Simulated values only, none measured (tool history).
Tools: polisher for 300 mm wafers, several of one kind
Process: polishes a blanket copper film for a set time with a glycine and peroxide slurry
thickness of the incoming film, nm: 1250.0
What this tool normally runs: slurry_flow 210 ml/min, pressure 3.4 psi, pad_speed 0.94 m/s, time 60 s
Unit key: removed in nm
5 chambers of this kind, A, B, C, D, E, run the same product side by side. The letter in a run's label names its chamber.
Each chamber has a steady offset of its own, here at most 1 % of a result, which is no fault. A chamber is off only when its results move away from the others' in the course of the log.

run,hour,slurry_flow,pressure,pad_speed,time,removed
1C,7.4,210,3.4,0.94,60,384.88
# hour 8.6: chamber D: worn pad replaced by a new one
2B,16.6,210,3.4,0.94,60,383.19
# hour 17.9: chamber E: worn pad replaced by a new one
# hour 21.5: chamber B: worn pad replaced by a new one
3D,24.9,210,3.4,0.94,60,388.56
# hour 31: chamber C: worn pad replaced by a new one
4A,31.9,210,3.4,0.94,60,385.19
# hour 36.5: chamber A: worn pad replaced by a new one
5E,46.2,210,3.4,0.94,49,315.76
6A,56.1,210,3.4,0.94,49,313.88
7E,63,210,3.4,0.94,49,312.57
# hour 67.2: chamber B: slurry nozzle cleaned
8D,70.4,210,3.4,0.94,49,318.56
9C,78.5,210,3.4,0.94,49,311.31
# hour 83.2: chamber B: worn pad replaced by a new one
10B,90.9,180,3.4,0.94,79,500.41
# hour 92: chamber A: head pressure recalibrated
# hour 98.4: chamber A: slurry nozzle cleaned
# hour 99.1: chamber C: worn pad replaced by a new one
# hour 101: chamber D: worn pad replaced by a new one
11A,104.7,180,3.4,0.94,79,497.74
# hour 105.8: chamber E: worn pad replaced by a new one
12B,115.5,180,3.4,0.94,79,502.16
# hour 120.9: chamber A: worn pad replaced by a new one
13E,124.6,180,3.4,0.94,79,491.69
14D,133.9,180,3.4,0.94,79,505.59
# hour 146: chamber B: worn pad replaced by a new one
15C,148.6,210,3.4,0.94,60,384.63
# hour 157.5: chamber C: head pressure recalibrated
16E,158.5,210,3.4,0.94,60,385.84
# hour 165.8: chamber C: worn pad replaced by a new one
17B,171.3,210,3.4,0.94,60,392.52
# hour 174.6: chamber B: head pressure recalibrated
# hour 176.1: chamber D: slurry nozzle cleaned
18C,180.7,210,3.4,0.94,60,385.72
# hour 189.2: chamber D: worn pad replaced by a new one
19A,196,210,3.4,0.94,60,384.85
# hour 203.1: chamber A: worn pad replaced by a new one
# hour 203.7: chamber E: worn pad replaced by a new one
# hour 205.9: chamber B: worn pad replaced by a new one
20D,210,210,3.4,0.94,60,388.57
21D,217.3,210,3.4,0.94,60,396.32
22A,226.7,210,3.4,0.94,60,387.07
# hour 227.8: chamber C: worn pad replaced by a new one
23B,235.7,210,3.4,0.94,60,412.85
24E,250.9,210,3.4,0.94,60,383.35
25C,261.5,210,3.4,0.94,60,383.84
26A,270.6,210,3.4,0.94,60,383.24
# hour 271.6: chamber B: worn pad replaced by a new one
27B,279,210,3.4,0.94,60,419.75
# hour 285.6: chamber E: worn pad replaced by a new one
# hour 289.1: chamber E: slurry nozzle cleaned
28D,290,210,3.4,0.94,60,388.52
# hour 294.6: chamber C: worn pad replaced by a new one
# hour 294.9: chamber E: head pressure recalibrated
29E,296.7,210,3.4,0.94,60,386.16
30C,305.7,210,3.4,0.94,60,387.77
31C,318.5,210,3.4,0.94,60,390.47

Is one chamber off against the others, does the gauge drift, or is nothing wrong? If a chamber is off, say which, and what the likeliest cause is.

A service left chamber B off against the others.
Cause: head's pressure above its setpoint, % = 6.66.

Here are 4 candidates for chamber B's next run, each the usual settings with a change, their results left as question marks. Which one brings its results back in line with what the others give on the usual settings?
Maximum distance from the other chambers' mean on the usual settings for a result to count as in line: removed 12 nm
32B-1,329.5,210,3.5,0.98,63,?
32B-2,329.5,210,3.5,0.94,62,?
32B-3,329.5,210,3.4,0.88,60,?
32B-4,329.5,205,3.4,0.82,60,?

Other chambers, usual settings, mean: removed 386 nm
run,removed
32B-1,457.05
32B-2,434.01
32B-3,387.56
32B-4,364.19
32B-3 puts the chamber back in line with the other chambers.
